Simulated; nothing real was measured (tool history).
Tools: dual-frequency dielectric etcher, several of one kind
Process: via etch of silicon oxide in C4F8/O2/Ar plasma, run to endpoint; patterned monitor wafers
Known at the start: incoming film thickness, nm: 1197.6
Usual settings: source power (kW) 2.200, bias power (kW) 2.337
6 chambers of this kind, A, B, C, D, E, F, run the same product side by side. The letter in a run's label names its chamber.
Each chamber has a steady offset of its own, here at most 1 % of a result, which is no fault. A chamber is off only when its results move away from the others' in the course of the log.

{"run": "1C", "hour": 6.0, "source power (kW)": 2.2, "bias power (kW)": 2.337, "endpoint time (s)": 218.47}
{"run": "2A", "hour": 17.9, "source power (kW)": 2.2, "bias power (kW)": 2.337, "endpoint time (s)": 213.74}
{"run": "3B", "hour": 24.5, "source power (kW)": 2.2, "bias power (kW)": 2.337, "endpoint time (s)": 220.65}
{"run": "4F", "hour": 34.9, "source power (kW)": 2.2, "bias power (kW)": 2.337, "endpoint time (s)": 216.73}
{"run": "5E", "hour": 44.2, "source power (kW)": 2.2, "bias power (kW)": 2.337, "endpoint time (s)": 213.27}
{"run": "6D", "hour": 50.3, "source power (kW)": 1.8, "bias power (kW)": 2.337, "endpoint time (s)": 236.98}
{"run": "7D", "hour": 59.7, "source power (kW)": 1.8, "bias power (kW)": 2.337, "endpoint time (s)": 237.23}
{"run": "8C", "hour": 72.1, "source power (kW)": 1.8, "bias power (kW)": 2.337, "endpoint time (s)": 237.86}
{"run": "9E", "hour": 80.3, "source power (kW)": 1.8, "bias power (kW)": 2.337, "endpoint time (s)": 238.07}
{"run": "10A", "hour": 88.9, "source power (kW)": 1.8, "bias power (kW)": 2.337, "endpoint time (s)": 238.59}
{"run": "11B", "hour": 95.7, "source power (kW)": 1.8, "bias power (kW)": 2.337, "endpoint time (s)": 237.26}
{"hour": 101.5, "done": "chamber B: wet clean of the chamber"}
{"run": "12F", "hour": 105.7, "source power (kW)": 2.2, "bias power (kW)": 2.337, "endpoint time (s)": 217.52}
{"run": "13E", "hour": 118.1, "source power (kW)": 2.2, "bias power (kW)": 2.337, "endpoint time (s)": 217.88}
{"run": "14C", "hour": 130.6, "source power (kW)": 2.2, "bias power (kW)": 2.337, "endpoint time (s)": 215.47}
{"run": "15B", "hour": 142.6, "source power (kW)": 2.2, "bias power (kW)": 2.337, "endpoint time (s)": 217.09}
{"run": "16D", "hour": 153.1, "source power (kW)": 2.2, "bias power (kW)": 2.337, "endpoint time (s)": 221.2}
{"run": "17A", "hour": 162.8, "source power (kW)": 2.2, "bias power (kW)": 2.337, "endpoint time (s)": 214.49}
{"hour": 171.9, "done": "chamber A: wet clean of the chamber"}
{"run": "18F", "hour": 174.4, "source power (kW)": 2.2, "bias power (kW)": 2.337, "endpoint time (s)": 217.88}
{"run": "19B", "hour": 182.9, "source power (kW)": 2.2, "bias power (kW)": 2.337, "endpoint time (s)": 215.75}
{"run": "20A", "hour": 194.3, "source power (kW)": 2.2, "bias power (kW)": 2.337, "endpoint time (s)": 217.39}
{"run": "21F", "hour": 206.1, "source power (kW)": 2.2, "bias power (kW)": 2.337, "endpoint time (s)": 217.92}
{"hour": 208.6, "done": "chamber E: wet clean of the chamber"}
{"run": "22D", "hour": 215.5, "source power (kW)": 2.2, "bias power (kW)": 2.337, "endpoint time (s)": 220.29}
{"run": "23C", "hour": 223.5, "source power (kW)": 2.2, "bias power (kW)": 2.337, "endpoint time (s)": 217.01}
{"hour": 228.7, "done": "chamber C: wet clean of the chamber"}
{"run": "24E", "hour": 233.5, "source power (kW)": 2.2, "bias power (kW)": 2.337, "endpoint time (s)": 217.65}
{"run": "25D", "hour": 244.3, "source power (kW)": 2.2, "bias power (kW)": 2.337, "endpoint time (s)": 219.38}
{"hour": 246.7, "done": "chamber F: wet clean of the chamber"}
{"run": "26A", "hour": 253.3, "source power (kW)": 2.2, "bias power (kW)": 2.337, "endpoint time (s)": 218.56}
{"run": "27B", "hour": 263.9, "source power (kW)": 2.2, "bias power (kW)": 2.337, "endpoint time (s)": 218.61}
{"run": "28E", "hour": 270.0, "source power (kW)": 1.82, "bias power (kW)": 2.337, "endpoint time (s)": 234.18}
{"run": "29C", "hour": 276.5, "source power (kW)": 1.82, "bias power (kW)": 2.337, "endpoint time (s)": 231.21}
{"run": "30F", "hour": 283.4, "source power (kW)": 1.82, "bias power (kW)": 2.337, "endpoint time (s)": 231.78}
{"run": "31C", "hour": 291.1, "source power (kW)": 1.82, "bias power (kW)": 2.337, "endpoint time (s)": 234.1}
{"run": "32A", "hour": 302.4, "source power (kW)": 1.82, "bias power (kW)": 2.337, "endpoint time (s)": 234.78}
{"run": "33B", "hour": 314.6, "source power (kW)": 1.82, "bias power (kW)": 2.337, "endpoint time (s)": 233.54}
{"run": "34D", "hour": 327.4, "source power (kW)": 2.2, "bias power (kW)": 2.337, "endpoint time (s)": 217.11}
{"run": "35E", "hour": 335.7, "source power (kW)": 2.2, "bias power (kW)": 2.626, "endpoint time (s)": 209.43}
{"run": "36F", "hour": 343.6, "source power (kW)": 2.2, "bias power (kW)": 2.626, "endpoint time (s)": 210.71}
{"run": "37A", "hour": 352.7, "source power (kW)": 2.2, "bias power (kW)": 2.626, "endpoint time (s)": 209.63}
{"run": "38B", "hour": 365.3, "source power (kW)": 2.2, "bias power (kW)": 2.626, "endpoint time (s)": 210.24}
{"run": "39D", "hour": 372.8, "source power (kW)": 2.2, "bias power (kW)": 2.626, "endpoint time (s)": 209.74}
{"run": "40C", "hour": 379.5, "source power (kW)": 2.2, "bias power (kW)": 2.626, "endpoint time (s)": 208.21}

Is one chamber off against the others, does the gauge drift, or is nothing wrong? If a chamber is off, say which, and what the likeliest cause is.

No chamber stands off beyond its own small offset, and the gauge holds steady.

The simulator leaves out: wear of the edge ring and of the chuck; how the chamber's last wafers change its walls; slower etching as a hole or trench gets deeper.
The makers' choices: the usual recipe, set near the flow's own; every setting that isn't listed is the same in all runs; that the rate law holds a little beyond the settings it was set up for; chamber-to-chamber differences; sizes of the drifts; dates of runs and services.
